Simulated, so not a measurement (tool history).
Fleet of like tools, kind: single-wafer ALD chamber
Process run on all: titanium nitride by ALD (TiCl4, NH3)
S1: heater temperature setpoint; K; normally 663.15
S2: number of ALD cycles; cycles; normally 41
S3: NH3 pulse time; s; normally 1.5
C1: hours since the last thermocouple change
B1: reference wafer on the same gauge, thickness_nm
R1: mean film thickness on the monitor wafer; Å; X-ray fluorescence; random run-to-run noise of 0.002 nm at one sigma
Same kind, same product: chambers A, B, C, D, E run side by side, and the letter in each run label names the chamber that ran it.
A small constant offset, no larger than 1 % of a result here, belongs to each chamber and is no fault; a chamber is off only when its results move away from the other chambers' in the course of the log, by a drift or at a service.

run,hour,S1,S2,S3,C1,B1,R1
1B,3.7,663.15,41,1.5,1589.8,1.0409,8.8292
2A,9.4,663.15,41,1.5,777,1.0408,8.779
3C,13.3,663.15,41,1.5,1476.8,1.0408,8.7956
4D,18.2,663.15,41,1.5,771,1.0407,8.7644
5E,26.1,663.15,41,1.5,791.2,1.0413,8.8244
6B,30.3,663.15,41,1.5,1616.4,1.0417,8.8198
7E,35.8,663.15,41,1.5,800.9,1.0412,8.8516
8A,43.2,663.15,41,1.5,810.8,1.0409,8.8278
9D,49.8,663.15,41,1.5,802.6,1.0409,8.7854
10C,55.1,663.15,41,1.25,1518.6,1.0411,8.7249
11D,59.3,663.15,41,1.25,812.1,1.0405,8.6766
12E,66.2,663.15,41,1.25,831.3,1.0407,8.7768
13C,72,663.15,41,1.25,1535.5,1.0408,8.7079
14A,76,663.15,41,1.25,843.6,1.0405,8.7244
15B,82.3,663.15,41,1.5,1668.4,1.0408,8.7897
16E,89.8,663.15,41,1.5,854.9,1.0412,8.8665
17D,95.7,663.15,41,1.5,848.5,1.0406,8.7387
18B,99.9,663.15,41,1.5,1686,1.0411,8.8208
19A,105.9,663.15,41,1.5,873.5,1.0411,8.795
20C,111.7,663.15,41,1.5,1575.2,1.0417,8.8192
21E,119,663.15,41,1.5,884.1,1.0411,8.8586
22C,124.5,663.15,41,1.5,1588,1.0407,8.7852
23B,131.7,663.15,41,1.5,1717.8,1.0408,8.8298
24A,137.1,663.15,41,1.5,904.7,1.0404,8.778
25D,142.2,663.15,41,1.5,895,1.0414,8.7756
26D,147.1,663.15,41,1.5,899.9,1.0415,8.8248
27A,152.8,663.15,35,1.5,920.4,1.0411,7.5015
28B,160.5,663.15,35,1.5,1746.6,1.0406,7.5172
29E,164.7,663.15,35,1.5,929.8,1.0412,7.5713
30C,169.7,663.15,35,1.5,1633.2,1.0411,7.5193
31E,177.7,663.15,35,1.5,942.8,1.0409,7.5687
32A,181.2,663.15,41,1.5,948.8,1.0411,8.771
33B,189,663.15,41,1.5,1775.1,1.0408,8.7956
34D,194.4,663.15,41,1.5,947.2,1.0412,8.8016
35C,202.1,663.15,41,1.5,1665.6,1.0414,8.7843
36D,209.9,663.15,41,1.5,962.7,1.0404,8.7883
37E,215.5,663.15,41,1.5,980.6,1.0414,8.8997
38B,220.6,663.15,41,1.5,1806.7,1.0408,8.8505
39C,227.8,658.15,41,1.5,1691.3,1.0412,8.7597
40A,233.3,658.15,41,1.5,1000.9,1.0414,8.7604
41D,240.1,658.15,41,1.5,992.9,1.0407,8.701
42A,248.3,658.15,41,1.5,1015.9,1.0415,8.7228
43E,254.3,658.15,41,1.5,1019.4,1.0409,8.786

All 5 chambers run these settings next. Forecast each chamber's results:
44A,260.1,663.15,41,1.13,,,?
44B,260.1,663.15,41,1.13,,,?
44C,260.1,663.15,41,1.13,,,?
44D,260.1,663.15,41,1.13,,,?
44E,260.1,663.15,41,1.13,,,?

run,R1
44A,8.656
44B,8.6776
44C,8.6548
44D,8.6101
44E,8.7198

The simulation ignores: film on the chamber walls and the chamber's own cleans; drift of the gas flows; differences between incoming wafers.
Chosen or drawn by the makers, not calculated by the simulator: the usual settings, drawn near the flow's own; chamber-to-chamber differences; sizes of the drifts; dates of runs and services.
